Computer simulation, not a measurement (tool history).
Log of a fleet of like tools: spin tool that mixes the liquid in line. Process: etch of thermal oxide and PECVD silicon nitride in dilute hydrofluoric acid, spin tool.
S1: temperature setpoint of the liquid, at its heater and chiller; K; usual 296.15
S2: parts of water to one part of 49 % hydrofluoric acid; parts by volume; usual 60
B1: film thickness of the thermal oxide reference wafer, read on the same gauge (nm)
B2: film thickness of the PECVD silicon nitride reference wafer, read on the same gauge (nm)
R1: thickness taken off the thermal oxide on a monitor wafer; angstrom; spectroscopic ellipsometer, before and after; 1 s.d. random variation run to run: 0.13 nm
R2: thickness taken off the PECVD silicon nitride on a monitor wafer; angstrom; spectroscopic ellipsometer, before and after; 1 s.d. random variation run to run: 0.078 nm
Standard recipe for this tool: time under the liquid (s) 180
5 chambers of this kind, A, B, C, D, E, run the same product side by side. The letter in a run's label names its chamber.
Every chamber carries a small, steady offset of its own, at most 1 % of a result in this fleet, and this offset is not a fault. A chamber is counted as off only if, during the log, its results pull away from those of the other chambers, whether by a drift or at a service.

Run 1A, hour 11.7: usual settings; B1 50.014; B2 99.996. Result: R1 134.460 angstrom, R2 83.742 angstrom.
At hour 16.3: chamber B: hydrofluoric acid flow meter replaced.
Run 2D, hour 22.2: usual settings; B1 49.999; B2 99.992. Result: R1 136.750 angstrom, R2 82.082 angstrom.
Run 3E, hour 37.2: usual settings; B1 50.000; B2 99.990. Result: R1 134.470 angstrom, R2 81.988 angstrom.
Run 4C, hour 48.2: usual settings; B1 49.987; B2 100.020. Result: R1 135.660 angstrom, R2 81.475 angstrom.
Run 5B, hour 59.2: usual settings; B1 49.990; B2 99.993. Result: R1 136.480 angstrom, R2 81.669 angstrom.
Run 6B, hour 69.8: usual settings; B1 50.012; B2 99.993. Result: R1 135.730 angstrom, R2 81.987 angstrom.
Run 7A, hour 83.8: usual settings; B1 49.986; B2 99.988. Result: R1 135.080 angstrom, R2 82.930 angstrom.
Run 8D, hour 91.7: usual settings; B1 49.988; B2 100.010. Result: R1 136.490 angstrom, R2 81.586 angstrom.
Run 9E, hour 102.7: usual settings but S1 293.15 K, S2 75 parts by volume; B1 50.013; B2 99.997. Result: R1 93.893 angstrom, R2 53.946 angstrom.
Run 10C, hour 119.1: usual settings but S1 293.15 K, S2 75 parts by volume; B1 50.016; B2 100.010. Result: R1 95.644 angstrom, R2 53.923 angstrom.
Run 11A, hour 129.0: usual settings but S1 293.15 K, S2 75 parts by volume; B1 49.993; B2 99.990. Result: R1 93.740 angstrom, R2 54.167 angstrom.
Run 12E, hour 139.2: usual settings but S1 293.15 K, S2 75 parts by volume; B1 49.987; B2 100.010. Result: R1 94.465 angstrom, R2 54.001 angstrom.
Run 13C, hour 151.9: usual settings but S1 293.15 K, S2 75 parts by volume; B1 50.007; B2 100.020. Result: R1 95.720 angstrom, R2 54.962 angstrom.
Run 14D, hour 159.9: usual settings; B1 49.982; B2 99.996. Result: R1 136.560 angstrom, R2 83.511 angstrom.
Run 15B, hour 167.8: usual settings; B1 49.999; B2 99.999. Result: R1 135.070 angstrom, R2 81.311 angstrom.
Run 16A, hour 179.9: usual settings; B1 50.006; B2 100.010. Result: R1 136.540 angstrom, R2 83.409 angstrom.
Run 17B, hour 193.7: usual settings; B1 50.005; B2 99.993. Result: R1 135.570 angstrom, R2 81.420 angstrom.
At hour 201.8: chamber E: hydrofluoric acid flow meter replaced.
Run 18C, hour 204.2: usual settings; B1 49.990; B2 100.010. Result: R1 137.100 angstrom, R2 81.935 angstrom.
Run 19E, hour 216.7: usual settings; B1 50.031; B2 100.020. Result: R1 133.590 angstrom, R2 81.678 angstrom.
Run 20D, hour 229.4: usual settings; B1 49.996; B2 100.020. Result: R1 137.470 angstrom, R2 81.229 angstrom.
Run 21C, hour 244.1: usual settings but time under the liquid (s) 100; B1 50.005; B2 99.986. Result: R1 75.716 angstrom, R2 45.403 angstrom.
Run 22B, hour 255.7: usual settings but time under the liquid (s) 100; B1 50.009; B2 99.991. Result: R1 76.599 angstrom, R2 45.696 angstrom.
Run 23D, hour 268.5: usual settings but time under the liquid (s) 100; B1 49.974; B2 99.986. Result: R1 75.734 angstrom, R2 44.519 angstrom.
Run 24E, hour 281.6: usual settings but time under the liquid (s) 100; B1 50.022; B2 99.997. Result: R1 75.950 angstrom, R2 46.126 angstrom.
Run 25A, hour 297.0: usual settings but time under the liquid (s) 100; B1 49.976; B2 100.010. Result: R1 76.543 angstrom, R2 46.039 angstrom.
Run 26C, hour 308.2: usual settings but S2 35 parts by volume, time under the liquid (s) 135; B1 49.987; B2 99.984. Result: R1 181.910 angstrom, R2 102.430 angstrom.
Run 27E, hour 318.6: usual settings but S2 35 parts by volume, time under the liquid (s) 135; B1 49.997; B2 99.985. Result: R1 180.680 angstrom, R2 105.460 angstrom.
Run 28A, hour 332.8: usual settings but S2 35 parts by volume, time under the liquid (s) 135; B1 49.996; B2 99.994. Result: R1 181.540 angstrom, R2 106.640 angstrom.
Run 29B, hour 349.5: usual settings but S2 35 parts by volume, time under the liquid (s) 135; B1 50.014; B2 100.000. Result: R1 178.150 angstrom, R2 102.650 angstrom.
Run 30D, hour 364.0: usual settings but S2 35 parts by volume, time under the liquid (s) 135; B1 50.003; B2 99.993. Result: R1 179.480 angstrom, R2 102.450 angstrom.
Run 31E, hour 377.8: usual settings; B1 50.004; B2 99.989. Result: R1 133.560 angstrom, R2 82.801 angstrom.
Run 32D, hour 392.5: usual settings; B1 50.022; B2 100.010. Result: R1 135.880 angstrom, R2 82.155 angstrom.
Run 33C, hour 401.8: usual settings; B1 49.991; B2 100.010. Result: R1 135.940 angstrom, R2 82.873 angstrom.
Run 34B, hour 414.8: usual settings but S1 293.15 K, time under the liquid (s) 235; B1 49.998; B2 99.975. Result: R1 157.710 angstrom, R2 86.541 angstrom.
Run 35A, hour 426.8: usual settings but S1 293.15 K, time under the liquid (s) 235; B1 50.020; B2 99.982. Result: R1 159.860 angstrom, R2 88.928 angstrom.
Run 36D, hour 440.6: usual settings but S1 293.15 K, time under the liquid (s) 235; B1 49.984; B2 99.994. Result: R1 156.600 angstrom, R2 86.341 angstrom.
Run 37C, hour 455.3: usual settings but S1 293.15 K, time under the liquid (s) 235; B1 49.995; B2 100.020. Result: R1 158.300 angstrom, R2 86.999 angstrom.

Is one chamber off against the others, does the gauge drift, or is nothing wrong? If a chamber is off, say which, and what the likeliest cause is.

Beyond each chamber's small constant offset nothing stands out, and the gauge stays steady.
